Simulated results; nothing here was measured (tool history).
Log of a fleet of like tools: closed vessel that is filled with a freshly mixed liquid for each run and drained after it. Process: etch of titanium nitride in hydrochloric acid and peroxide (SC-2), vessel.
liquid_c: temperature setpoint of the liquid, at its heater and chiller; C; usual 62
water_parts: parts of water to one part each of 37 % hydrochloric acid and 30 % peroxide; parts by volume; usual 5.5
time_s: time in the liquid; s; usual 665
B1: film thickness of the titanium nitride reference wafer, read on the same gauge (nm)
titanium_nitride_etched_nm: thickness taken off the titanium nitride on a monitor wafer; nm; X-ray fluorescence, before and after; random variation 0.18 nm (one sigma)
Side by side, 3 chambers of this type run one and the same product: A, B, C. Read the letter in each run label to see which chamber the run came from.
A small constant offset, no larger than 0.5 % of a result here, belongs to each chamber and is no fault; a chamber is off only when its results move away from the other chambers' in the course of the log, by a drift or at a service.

Run 1A, hour 4.4: usual settings; B1 50.002. Result: titanium_nitride_etched_nm 49.978 nm.
Run 2C, hour 7.5: usual settings; B1 50.008. Result: titanium_nitride_etched_nm 49.705 nm.
Run 3B, hour 11: usual settings; B1 50.009. Result: titanium_nitride_etched_nm 49.914 nm.
Run 4B, hour 14.9: usual settings; B1 49.99. Result: titanium_nitride_etched_nm 49.547 nm.
Run 5A, hour 17.9: usual settings but water_parts 8.5 parts by volume, time_s 1000 s; B1 50.003. Result: titanium_nitride_etched_nm 53.673 nm.
Run 6C, hour 23: usual settings but water_parts 8.5 parts by volume, time_s 1000 s; B1 49.996. Result: titanium_nitride_etched_nm 54.063 nm.
Run 7C, hour 25.5: usual settings but water_parts 8.5 parts by volume, time_s 1000 s; B1 50.026. Result: titanium_nitride_etched_nm 53.608 nm.
Run 8A, hour 29.1: usual settings; B1 49.996. Result: titanium_nitride_etched_nm 49.824 nm.
Run 9B, hour 32.3: usual settings; B1 49.991. Result: titanium_nitride_etched_nm 49.973 nm.
Run 10A, hour 37.1: usual settings; B1 49.988. Result: titanium_nitride_etched_nm 49.755 nm.
Run 11B, hour 41.3: usual settings; B1 50.001. Result: titanium_nitride_etched_nm 49.747 nm.
Run 12C, hour 45.7: usual settings; B1 49.997. Result: titanium_nitride_etched_nm 49.341 nm.
Run 13B, hour 50.1: usual settings; B1 50.007. Result: titanium_nitride_etched_nm 49.787 nm.
Run 14C, hour 52.6: usual settings; B1 50.003. Result: titanium_nitride_etched_nm 49.165 nm.
Run 15A, hour 57.4: usual settings but liquid_c 57.5 C; B1 50.004. Result: titanium_nitride_etched_nm 37.469 nm.
Run 16C, hour 61.5: usual settings but liquid_c 57.5 C; B1 49.985. Result: titanium_nitride_etched_nm 36.527 nm.
Run 17A, hour 65.6: usual settings but liquid_c 57.5 C; B1 49.985. Result: titanium_nitride_etched_nm 37.335 nm.
Run 18B, hour 68.8: usual settings but water_parts 8 parts by volume; B1 50.007. Result: titanium_nitride_etched_nm 37.024 nm.
Run 19B, hour 72: usual settings but water_parts 8 parts by volume; B1 49.995. Result: titanium_nitride_etched_nm 37.439 nm.
Run 20A, hour 75.4: usual settings but water_parts 8 parts by volume; B1 49.999. Result: titanium_nitride_etched_nm 37.67 nm.
Run 21C, hour 79.9: usual settings; B1 49.999. Result: titanium_nitride_etched_nm 47.736 nm.
Run 22B, hour 84.4: usual settings; B1 50.005. Result: titanium_nitride_etched_nm 49.814 nm.
Run 23C, hour 87.6: usual settings but water_parts 7.5 parts by volume, time_s 400 s; B1 49.985. Result: titanium_nitride_etched_nm 22.546 nm.

Read the log: is a single chamber off, either drifting away or since a service, is the gauge that measures every chamber drifting, or is nothing wrong beyond small per-chamber offsets? Name any odd chamber and what most likely caused it.

It is chamber C that slowly wanders off from its peers.
Cause: chemicals flow below the setpoint (%) = 6.09.
The log may not tell that from: liquid colder than its thermometer reads (K); peroxide weaker than its label (%).

Which of the 4 candidates below, each the usual settings with something changed and its results left as question marks, puts chamber C back in line with what the other chambers give on the usual settings?
In line means no further than this from the other chambers' mean on the usual settings: titanium_nitride_etched_nm 0.63 nm
Run 24C-1, hour 91.2: usual settings but time_s 680 s. Result: titanium_nitride_etched_nm ?.
Run 24C-2, hour 91.2: usual settings but time_s 650 s. Result: titanium_nitride_etched_nm ?.
Run 24C-3, hour 91.2: usual settings but liquid_c 62.5 C, time_s 675 s. Result: titanium_nitride_etched_nm ?.
Run 24C-4, hour 91.2: usual settings but time_s 635 s. Result: titanium_nitride_etched_nm ?.

Other chambers, usual settings, mean: titanium_nitride_etched_nm 49.816 nm
  run  titanium_nitride_etched_nm
24C-1                      48.618
24C-2                      46.473
24C-3                      49.808
24C-4                        45.4
24C-3 is the one that brings the chamber's results back in line with the other chambers.
